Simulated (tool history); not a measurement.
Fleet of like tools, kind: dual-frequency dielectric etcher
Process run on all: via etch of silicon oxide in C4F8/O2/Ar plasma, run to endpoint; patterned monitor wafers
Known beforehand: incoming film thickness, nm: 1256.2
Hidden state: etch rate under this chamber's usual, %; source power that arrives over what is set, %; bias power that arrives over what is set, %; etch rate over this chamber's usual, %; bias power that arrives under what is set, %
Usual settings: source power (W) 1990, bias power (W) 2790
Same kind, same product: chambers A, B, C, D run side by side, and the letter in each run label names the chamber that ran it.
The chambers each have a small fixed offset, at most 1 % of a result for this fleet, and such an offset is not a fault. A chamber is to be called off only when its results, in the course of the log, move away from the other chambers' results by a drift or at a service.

run,hour,source power (W),bias power (W),hours since the last wet clean,hours since the last source power generator calibration,hours since the last bias power generator calibration,endpoint time (s)
1A,9.4,1990,2790,162.6,1137.5,2743.9,223.82
2B,20.1,1990,2790,260.1,1697.8,426.0,221.79
3D,28.7,1990,2790,43.1,1140.7,125.5,223.16
4C,36.2,1990,2790,411.1,802.8,906.5,222.53
5A,44.7,1720,2790,197.9,1172.8,2779.2,237.57
6B,50.7,1720,2790,290.7,1728.4,456.6,235.64
7C,58.5,1720,2790,433.4,825.1,928.8,235.62
8D,64.2,1720,2790,78.6,1176.2,161.0,238.02
9A,72.7,1990,2790,225.9,1200.8,2807.2,223.58
10B,81.8,1990,2790,321.8,1759.5,487.7,222.31
11C,92.4,1990,2790,467.3,859.0,962.7,223.56
12D,98.9,1990,3097,113.3,1210.9,195.7,217.84
13B,107.1,1990,3097,347.1,1784.8,513.0,215.41
14D,113.0,1990,3097,127.4,1225.0,209.8,216.12
15C,122.6,1990,3097,497.5,889.2,992.9,217.97
16A,131.0,2160,2790,284.2,1259.1,2865.5,220.79
17A,139.9,2160,2790,293.1,1268.0,2874.4,220.32
18D,148.5,2160,2790,162.9,1260.5,245.3,218.39
19B,157.1,2160,2790,397.1,1834.8,563.0,215.73
20C,165.9,1990,2790,540.8,932.5,1036.2,226.01
21D,172.4,1990,2790,186.8,1284.4,269.2,223.44
22C,180.9,1990,2790,555.8,947.5,1051.2,224.80
23B,190.4,1990,2790,430.4,1868.1,596.3,223.34
24A,200.7,1990,2790,353.9,1328.8,2935.2,231.27
25C,208.7,1990,2790,583.6,975.3,1079.0,223.10
26A,216.7,1640,3359,369.9,1344.8,2951.2,232.24
27B,221.6,1640,3359,461.6,1899.3,627.5,225.98
28D,227.4,1640,3359,241.8,1339.4,324.2,226.29
29B,237.0,1640,3359,477.0,1914.7,642.9,227.49
30C,247.0,1990,2790,621.9,1013.6,1117.3,223.14
31A,253.7,1990,2790,406.9,1381.8,2988.2,230.98
32D,261.0,1990,2790,275.4,1373.0,357.8,224.69
33C,269.0,1990,2790,643.9,1035.6,1139.3,221.79
34D,274.1,1990,2790,288.5,1386.1,370.9,224.13
35A,279.6,1990,2790,432.8,1407.7,3014.1,232.19
# hour 282.6: chamber C: wet clean of the chamber
36B,285.6,1990,2790,525.6,1963.3,691.5,221.61
37D,291.9,1990,2790,306.3,1403.9,388.7,223.37
38B,301.6,1990,2790,541.6,1979.3,707.5,224.08
39C,307.3,1990,2790,24.7,1073.9,1177.6,224.58
# hour 309.3: chamber B: wet clean of the chamber
40A,315.3,1990,2790,468.5,1443.4,3049.8,235.16
41C,325.1,1500,3119,42.5,1091.7,1195.4,239.56
42B,331.2,1500,3119,22.0,2008.9,737.1,238.12
43A,338.5,1500,3119,491.7,1466.6,3073.0,254.71
44D,345.2,1500,3119,359.6,1457.2,442.0,243.24

All chambers now run identical settings, listed one chamber a line with results as question marks. What results will each chamber show?
45A,353.1,1830,2790,,,,?
45B,353.1,1830,2790,,,,?
45C,353.1,1830,2790,,,,?
45D,353.1,1830,2790,,,,?

run,endpoint time (s)
45A,245.87
45B,230.27
45C,232.55
45D,232.66

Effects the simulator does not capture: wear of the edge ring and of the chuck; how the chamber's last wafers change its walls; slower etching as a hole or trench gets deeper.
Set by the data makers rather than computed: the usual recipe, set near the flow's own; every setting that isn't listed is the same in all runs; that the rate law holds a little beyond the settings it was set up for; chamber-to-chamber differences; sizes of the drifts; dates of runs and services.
